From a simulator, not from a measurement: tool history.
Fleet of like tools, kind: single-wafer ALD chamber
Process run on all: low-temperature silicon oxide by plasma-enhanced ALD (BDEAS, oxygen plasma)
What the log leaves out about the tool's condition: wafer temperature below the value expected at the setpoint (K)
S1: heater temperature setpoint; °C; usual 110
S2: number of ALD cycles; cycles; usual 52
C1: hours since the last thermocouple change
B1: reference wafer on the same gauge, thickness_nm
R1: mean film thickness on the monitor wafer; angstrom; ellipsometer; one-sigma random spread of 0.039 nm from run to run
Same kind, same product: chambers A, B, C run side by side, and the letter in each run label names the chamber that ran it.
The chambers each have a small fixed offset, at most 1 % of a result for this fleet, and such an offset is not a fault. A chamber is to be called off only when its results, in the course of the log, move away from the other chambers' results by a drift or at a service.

Run 1B, hour 7.5: usual settings; C1 704.7; B1 7.2363. Result: R1 73.571 angstrom.
Run 2C, hour 12.9: usual settings; C1 2420.8; B1 7.2447. Result: R1 72.751 angstrom.
Run 3A, hour 22.5: usual settings; C1 1202.6; B1 7.2471. Result: R1 73.595 angstrom.
Run 4B, hour 32.4: usual settings; C1 729.6; B1 7.2343. Result: R1 73.838 angstrom.
Run 5A, hour 41.3: usual settings; C1 1221.4; B1 7.2345. Result: R1 72.663 angstrom.
Run 6C, hour 46.9: usual settings; C1 2454.8; B1 7.2316. Result: R1 73.206 angstrom.
Run 7C, hour 55.6: usual settings but S1 100 °C; C1 2463.5; B1 7.2461. Result: R1 74.259 angstrom.
Run 8B, hour 62.7: usual settings but S1 100 °C; C1 759.9; B1 7.2371. Result: R1 74.764 angstrom.
Run 9A, hour 69.0: usual settings but S1 100 °C; C1 1249.1; B1 7.2295. Result: R1 74.043 angstrom.
Run 10C, hour 78.1: usual settings; C1 2486.0; B1 7.2383. Result: R1 72.970 angstrom.
Run 11A, hour 85.2: usual settings; C1 1265.3; B1 7.2372. Result: R1 72.817 angstrom.
Run 12B, hour 94.0: usual settings; C1 791.2; B1 7.2373. Result: R1 73.221 angstrom.
Run 13B, hour 101.0: usual settings; C1 798.2; B1 7.2323. Result: R1 73.200 angstrom.
Run 14C, hour 107.2: usual settings but S2 43 cycles; C1 2515.1; B1 7.2451. Result: R1 60.453 angstrom.
Run 15A, hour 113.2: usual settings but S2 43 cycles; C1 1293.3; B1 7.2448. Result: R1 60.638 angstrom.
Run 16A, hour 120.9: usual settings but S2 43 cycles; C1 1301.0; B1 7.2463. Result: R1 60.008 angstrom.
Run 17C, hour 125.6: usual settings; C1 2533.5; B1 7.2420. Result: R1 73.125 angstrom.
Run 18B, hour 132.3: usual settings but S2 46 cycles; C1 829.5; B1 7.2367. Result: R1 65.241 angstrom.
Run 19C, hour 138.4: usual settings but S2 46 cycles; C1 2546.3; B1 7.2470. Result: R1 64.251 angstrom.
Run 20A, hour 144.1: usual settings but S2 46 cycles; C1 1324.2; B1 7.2300. Result: R1 64.381 angstrom.
Run 21B, hour 153.4: usual settings; C1 850.6; B1 7.2336. Result: R1 73.553 angstrom.
Run 22C, hour 160.0: usual settings; C1 2567.9; B1 7.2424. Result: R1 73.038 angstrom.
Run 23A, hour 166.0: usual settings; C1 1346.1; B1 7.2437. Result: R1 72.413 angstrom.
Run 24B, hour 172.5: usual settings but S1 103 °C, S2 42 cycles; C1 869.7; B1 7.2390. Result: R1 60.228 angstrom.

Is one chamber out of step, is the gauge drifting, or do the chambers differ by no more than their own small offsets? For an off chamber, give its letter and the likeliest cause.

The fleet is healthy, with each chamber sitting at its usual small offset and no drift in the gauge.
